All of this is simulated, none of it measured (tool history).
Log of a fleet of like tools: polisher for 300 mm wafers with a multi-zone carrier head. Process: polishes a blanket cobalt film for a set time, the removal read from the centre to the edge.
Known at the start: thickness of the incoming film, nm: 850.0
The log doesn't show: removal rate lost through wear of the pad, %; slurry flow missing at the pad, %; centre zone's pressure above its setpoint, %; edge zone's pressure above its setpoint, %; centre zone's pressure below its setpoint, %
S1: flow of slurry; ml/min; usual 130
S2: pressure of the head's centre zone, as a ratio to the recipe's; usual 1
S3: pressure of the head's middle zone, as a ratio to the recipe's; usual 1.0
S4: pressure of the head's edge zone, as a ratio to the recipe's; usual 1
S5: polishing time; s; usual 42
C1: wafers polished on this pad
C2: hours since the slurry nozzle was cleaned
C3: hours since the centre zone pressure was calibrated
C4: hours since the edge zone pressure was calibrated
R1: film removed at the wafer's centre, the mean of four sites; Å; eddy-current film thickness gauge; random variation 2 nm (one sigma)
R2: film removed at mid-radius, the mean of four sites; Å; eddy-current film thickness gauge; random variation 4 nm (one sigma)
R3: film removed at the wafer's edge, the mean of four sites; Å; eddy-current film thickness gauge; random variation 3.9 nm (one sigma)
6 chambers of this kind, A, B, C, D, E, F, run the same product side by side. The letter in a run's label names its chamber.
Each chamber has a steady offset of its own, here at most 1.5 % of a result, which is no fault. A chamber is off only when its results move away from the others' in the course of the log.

run     day   S1  S2   S3  S4  S5    C1     C2     C3      C4      R1      R2      R3
 1B   0.196  130   1  1.0   1  42   726  222.1  602.3   842.5  2737.3  2791.5  2653.8
      0.454  -- chamber C: worn pad replaced by a new one
 2E   0.562  130   1  1.0   1  42  1036  211.4  893.2   308.8  2697.6  2749.0  2740.6
      0.771  -- chamber A: worn pad replaced by a new one
 3F   0.817  130   1  1.0   1  42   406   71.4  195.3  1411.9  2663.5  2678.4  2701.6
      1.012  -- chamber D: worn pad replaced by a new one
 4C   1.054  130   1  1.0   1  42   165  290.4  114.1   335.1  2743.9  2792.0  2778.1
      1.283  -- chamber B: worn pad replaced by a new one
 5D   1.296  130   1  1.0   1  42    78  433.2  123.6   781.0  2738.0  2692.5  2684.6
      1.333  -- chamber E: worn pad replaced by a new one
 6A   1.525  130   1  1.0   1  42   207  471.3  531.8   295.9  2695.0  2696.9  2700.3
 7B   1.717  130   1  1.0   1  42   119  258.6  638.8   879.0  2744.9  2752.9  2716.2
 8C   2.075  130   1  1.0   1  42   446  314.9  138.6   359.6  2727.6  2739.6  2739.1
      2.221  -- chamber F: worn pad replaced by a new one
 9E   2.254  130   1  1.0   1  42   253  252.0  933.8   349.4  2711.8  2698.2  2766.6
      2.517  -- chamber F: edge zone pressure recalibrated
10D   2.600  130   1  1.0   1  42   437  464.5  154.9   812.3  2690.3  2720.5  2763.8
11A   2.900  130   1  1.0   1  42   585  504.3  564.8   328.9  2686.8  2665.7  2682.6
      3.029  -- chamber E: centre zone pressure recalibrated
12F   3.088  130   1  1.0   1  42   238  125.9  249.8    13.8  2691.9  2715.5  2696.8
13B   3.262  130   1  1.0   1  42   544  295.7  675.9   916.1  2718.2  2743.6  2655.1
14E   3.596  130   1  1.0   1  42   622  284.2   13.7   381.6  2670.6  2686.3  2687.0
15D   3.804  130   1  1.0   1  42   768  493.4  183.8   841.2  2711.6  2723.8  2715.3
16F   3.996  130   1  1.0   1  42   488  147.7  271.6    35.6  2678.6  2666.7  2717.3
      4.162  -- chamber A: worn pad replaced by a new one
17A   4.258  130   1  1.0   1  42    27  536.9  597.4   361.5  2694.7  2767.1  2654.6
      4.542  -- chamber B: worn pad replaced by a new one
      4.571  -- chamber C: worn pad replaced by a new one
18C   4.600  130   1  1.0   1  42     8  375.5  199.2   420.2  2669.2  2732.6  2723.3
19B   4.892  130   1  0.9   1  42    96  334.8  715.0   955.2  2717.9  2500.3  2717.6
20E   5.088  130   1  0.9   1  42  1032  320.0   49.5   417.4  2689.2  2475.9  2773.9
      5.154  -- chamber B: edge zone pressure recalibrated
21C   5.271  130   1  0.9   1  42   192  391.6  215.3   436.3  2739.5  2489.8  2728.8
      5.283  -- chamber D: worn pad replaced by a new one
22D   5.633  130   1  0.9   1  42    97  537.3  227.7   885.1  2740.4  2412.6  2710.3
      5.792  -- chamber E: worn pad replaced by a new one
      5.846  -- chamber A: slurry nozzle cleaned
23F   5.862  130   1  0.9   1  42  1001  192.5  316.4    80.4  2672.0  2477.0  2742.6
      6.008  -- chamber F: worn pad replaced by a new one
24A   6.104  130   1  0.9   1  42   534    6.3  641.7   405.8  2699.9  2437.3  2710.5
25B   6.354  130   1  1.0   1  42   498  369.9  750.1    28.9  2693.3  2752.1  2713.2
26C   6.538  130   1  1.0   1  42   541  422.0  245.7   466.7  2709.8  2811.0  2791.8
      6.542  -- chamber D: edge zone pressure recalibrated
27D   6.750   95   1  1.0   1  42   404  564.1  254.5     5.0  2499.2  2525.9  2586.3
28E   7.133   95   1  1.0   1  42   369  369.1   98.6   466.5  2425.4  2493.4  2617.9
29F   7.517   95   1  1.0   1  42   415  232.2  356.1   120.1  2452.7  2458.9  2588.3
30A   7.704   95   1  1.0   1  42   974   44.7  680.1   444.2  2425.5  2530.9  2488.9
      7.721  -- chamber A: worn pad replaced by a new one
      7.821  -- chamber B: worn pad replaced by a new one
      7.917  -- chamber C: worn pad replaced by a new one
31D   8.021   95   1  1.0   1  42   753  594.6  285.0    35.5  2507.7  2437.4  2475.5
32B   8.279   95   1  1.0   1  42   126  416.1  796.3    75.1  2485.5  2581.3  2586.3
33E   8.567  130   1  1.0   1  42   763  403.5  133.0   500.9  2651.7  2716.8  2729.4
34F   8.933  130   1  1.0   1  49   804  266.2  390.1   154.1  3131.4  3084.0  3178.4
      8.988  -- chamber D: worn pad replaced by a new one
35A   9.142  130   1  1.0   1  49   391   79.2  714.6   478.7  3130.7  3072.1  3101.2
36C   9.462  130   1  1.0   1  49   425  492.2  315.9   536.9  3184.8  3129.2  3052.7
      9.508  -- chamber E: worn pad replaced by a new one
37F   9.662  130   1  1.0   1  49  1005  283.7  407.6   171.6  3177.3  3186.1  3149.2
38E   9.850  130   1  1.0   1  49    94  434.3  163.8   531.7  3116.2  3164.4  3236.4
39B  10.192  130   1  1.0   1  49   652  462.0  842.2   121.0  3164.4  3208.9  3206.0
40C  10.546  130   1  1.0   1  42   723  518.2  341.9   562.9  2708.4  2804.6  2695.0
41D  10.900  130   1  1.0   1  42   526  663.7  354.1   104.6  2719.1  2714.6  2646.9
42A  11.200  130   1  1.0   1  42   957  128.6  764.0   528.1  2675.1  2644.2  2698.4

All 6 chambers run these settings next. Forecast each chamber's results:
43A  11.475  130   1  1.0   1  42                   ?   ?   ?
43B  11.475  130   1  1.0   1  42                   ?   ?   ?
43C  11.475  130   1  1.0   1  42                   ?   ?   ?
43D  11.475  130   1  1.0   1  42                   ?   ?   ?
43E  11.475  130   1  1.0   1  42                   ?   ?   ?
43F  11.475  130   1  1.0   1  42                   ?   ?   ?

run      R1      R2      R3
43A  2696.4  2704.5  2678.2
43B  2710.1  2741.0  2731.7
43C  2716.6  2720.5  2646.9
43D  2745.4  2680.3  2715.9
43E  2669.0  2714.3  2791.7
43F  2698.4  2717.3  2676.2
